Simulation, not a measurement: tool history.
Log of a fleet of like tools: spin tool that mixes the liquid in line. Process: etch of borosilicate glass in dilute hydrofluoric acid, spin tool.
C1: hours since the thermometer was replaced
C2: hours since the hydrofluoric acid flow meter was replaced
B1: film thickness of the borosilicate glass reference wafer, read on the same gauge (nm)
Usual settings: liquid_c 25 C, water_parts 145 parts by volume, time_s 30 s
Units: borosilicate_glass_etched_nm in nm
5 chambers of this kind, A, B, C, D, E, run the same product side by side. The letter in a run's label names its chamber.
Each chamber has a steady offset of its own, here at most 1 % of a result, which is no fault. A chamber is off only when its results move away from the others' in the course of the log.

Run 1B, hour 13.2: usual settings; C1 52; C2 1783.4; B1 90.013. Result: borosilicate_glass_etched_nm 7.377 nm.
Run 2A, hour 23.6: usual settings; C1 635; C2 612.9; B1 89.999. Result: borosilicate_glass_etched_nm 7.4119 nm.
At hour 25.5: chamber B: hydrofluoric acid flow meter replaced.
Run 3C, hour 36.8: usual settings; C1 818.3; C2 1289.2; B1 89.992. Result: borosilicate_glass_etched_nm 7.3893 nm.
Run 4E, hour 44.7: usual settings; C1 429.2; C2 422.1; B1 89.993. Result: borosilicate_glass_etched_nm 7.5114 nm.
Run 5D, hour 54.9: usual settings but water_parts 170 parts by volume; C1 831; C2 1378.2; B1 90.018. Result: borosilicate_glass_etched_nm 6.1576 nm.
Run 6E, hour 61.6: usual settings but water_parts 170 parts by volume; C1 446.1; C2 439; B1 90. Result: borosilicate_glass_etched_nm 6.067 nm.
Run 7C, hour 71.1: usual settings but water_parts 170 parts by volume; C1 852.6; C2 1323.5; B1 90.011. Result: borosilicate_glass_etched_nm 6.1049 nm.
Run 8B, hour 82.6: usual settings but water_parts 170 parts by volume; C1 121.4; C2 57.1; B1 90.004. Result: borosilicate_glass_etched_nm 6.0867 nm.
At hour 90.6: chamber C: thermometer replaced.
Run 9D, hour 92.4: usual settings but water_parts 170 parts by volume; C1 868.5; C2 1415.7; B1 90.021. Result: borosilicate_glass_etched_nm 6.175 nm.
Run 10A, hour 106.3: usual settings; C1 717.7; C2 695.6; B1 89.976. Result: borosilicate_glass_etched_nm 7.367 nm.
Run 11A, hour 115.4: usual settings; C1 726.8; C2 704.7; B1 89.994. Result: borosilicate_glass_etched_nm 7.3084 nm.
Run 12C, hour 129: usual settings; C1 38.4; C2 1381.4; B1 89.993. Result: borosilicate_glass_etched_nm 7.3658 nm.
Run 13E, hour 137.6: usual settings; C1 522.1; C2 515; B1 90.008. Result: borosilicate_glass_etched_nm 7.3983 nm.
Run 14D, hour 146.6: usual settings; C1 922.7; C2 1469.9; B1 89.979. Result: borosilicate_glass_etched_nm 7.4719 nm.
Run 15B, hour 154.7: usual settings; C1 193.5; C2 129.2; B1 90.026. Result: borosilicate_glass_etched_nm 7.3867 nm.
Run 16B, hour 167.7: usual settings; C1 206.5; C2 142.2; B1 89.988. Result: borosilicate_glass_etched_nm 7.2132 nm.
Run 17D, hour 178.4: usual settings but liquid_c 21 C; C1 954.5; C2 1501.7; B1 89.99. Result: borosilicate_glass_etched_nm 6.302 nm.
Run 18E, hour 186.4: usual settings but liquid_c 21 C; C1 570.9; C2 563.8; B1 90.011. Result: borosilicate_glass_etched_nm 6.3745 nm.
Run 19A, hour 200.1: usual settings but liquid_c 21 C; C1 811.5; C2 789.4; B1 89.983. Result: borosilicate_glass_etched_nm 6.3976 nm.
Run 20C, hour 210: usual settings but liquid_c 21 C; C1 119.4; C2 1462.4; B1 90.012. Result: borosilicate_glass_etched_nm 6.2088 nm.
Run 21E, hour 217.6: usual settings but liquid_c 21 C; C1 602.1; C2 595; B1 89.973. Result: borosilicate_glass_etched_nm 6.3272 nm.
Run 22A, hour 227.5: usual settings but liquid_c 21.5 C, time_s 40 s; C1 838.9; C2 816.8; B1 89.995. Result: borosilicate_glass_etched_nm 8.5549 nm.
Run 23D, hour 237.8: usual settings but liquid_c 21.5 C, time_s 40 s; C1 1013.9; C2 1561.1; B1 90.009. Result: borosilicate_glass_etched_nm 8.6513 nm.
Run 24C, hour 247.4: usual settings but liquid_c 21.5 C, time_s 40 s; C1 156.8; C2 1499.8; B1 90.01. Result: borosilicate_glass_etched_nm 8.1956 nm.
At hour 251.7: chamber A: thermometer replaced.
Run 25B, hour 255.1: usual settings but liquid_c 21.5 C, time_s 40 s; C1 293.9; C2 229.6; B1 90.002. Result: borosilicate_glass_etched_nm 8.5912 nm.
Run 26E, hour 269.1: usual settings but liquid_c 21.5 C, time_s 40 s; C1 653.6; C2 646.5; B1 90.013. Result: borosilicate_glass_etched_nm 8.5542 nm.
Run 27D, hour 281.4: usual settings; C1 1057.5; C2 1604.7; B1 90.026. Result: borosilicate_glass_etched_nm 7.3523 nm.
Run 28B, hour 290: usual settings; C1 328.8; C2 264.5; B1 90.013. Result: borosilicate_glass_etched_nm 7.3285 nm.
Run 29C, hour 299.7: usual settings; C1 209.1; C2 1552.1; B1 90.006. Result: borosilicate_glass_etched_nm 7.102 nm.
Run 30A, hour 308.9: usual settings; C1 57.3; C2 898.2; B1 90.021. Result: borosilicate_glass_etched_nm 7.4512 nm.
Run 31A, hour 316.3: usual settings; C1 64.7; C2 905.6; B1 90.002. Result: borosilicate_glass_etched_nm 7.4132 nm.
Run 32E, hour 329.4: usual settings but liquid_c 28 C, time_s 20 s; C1 713.9; C2 706.8; B1 90.007. Result: borosilicate_glass_etched_nm 5.5156 nm.
Run 33B, hour 341.5: usual settings but liquid_c 28 C, time_s 20 s; C1 380.3; C2 316; B1 90.006. Result: borosilicate_glass_etched_nm 5.4691 nm.
Run 34C, hour 350.9: usual settings but liquid_c 28 C, time_s 20 s; C1 260.3; C2 1603.3; B1 90.005. Result: borosilicate_glass_etched_nm 5.1923 nm.
Run 35D, hour 363.8: usual settings but liquid_c 28 C, time_s 20 s; C1 1139.9; C2 1687.1; B1 89.985. Result: borosilicate_glass_etched_nm 5.5957 nm.
Run 36A, hour 371.5: usual settings but liquid_c 28 C, time_s 20 s; C1 119.9; C2 960.8; B1 89.978. Result: borosilicate_glass_etched_nm 5.3984 nm.
Run 37C, hour 379.6: usual settings but liquid_c 26.5 C, water_parts 105 parts by volume; C1 289; C2 1632; B1 90.003. Result: borosilicate_glass_etched_nm 10.502 nm.
Run 38D, hour 388.2: usual settings but liquid_c 26.5 C, water_parts 105 parts by volume; C1 1164.3; C2 1711.5; B1 89.994. Result: borosilicate_glass_etched_nm 11.382 nm.
Run 39E, hour 400.7: usual settings but liquid_c 26.5 C, water_parts 105 parts by volume; C1 785.2; C2 778.1; B1 90.019. Result: borosilicate_glass_etched_nm 11.402 nm.
Run 40B, hour 409: usual settings but liquid_c 26.5 C, water_parts 105 parts by volume; C1 447.8; C2 383.5; B1 89.994. Result: borosilicate_glass_etched_nm 11.421 nm.
Run 41E, hour 417.6: usual settings but liquid_c 26.5 C, water_parts 105 parts by volume; C1 802.1; C2 795; B1 89.98. Result: borosilicate_glass_etched_nm 11.417 nm.

What goes on in this fleet: one chamber off, a drifting gauge, or nothing beyond the chambers' own small offsets? Name the chamber and the cause, if any.

Chamber C drifts away from the others.
Cause: hydrofluoric acid flow below the setpoint (%) = 5.82.
The log may not tell that from: liquid colder than its thermometer reads (K).

Here are 4 candidates for chamber C's next run, each the usual settings with a change, their results left as question marks. Which one brings its results back in line with what the others give on the usual settings?
In line means no further than this from the other chambers' mean on the usual settings: borosilicate_glass_etched_nm 0.23 nm
Run 42C-1, hour 427.8: usual settings but liquid_c 25.5 C. Result: borosilicate_glass_etched_nm ?.
Run 42C-2, hour 427.8: usual settings but liquid_c 24.5 C. Result: borosilicate_glass_etched_nm ?.
Run 42C-3, hour 427.8: usual settings but liquid_c 23 C. Result: borosilicate_glass_etched_nm ?.
Run 42C-4, hour 427.8: usual settings but water_parts 135 parts by volume. Result: borosilicate_glass_etched_nm ?.

The other chambers' mean on the usual settings: borosilicate_glass_etched_nm 7.3981 nm
  run  borosilicate_glass_etched_nm
42C-1                        7.0042
42C-2                        6.7397
42C-3                        6.3593
42C-4                        7.4652
42C-4 brings the chamber back in line.
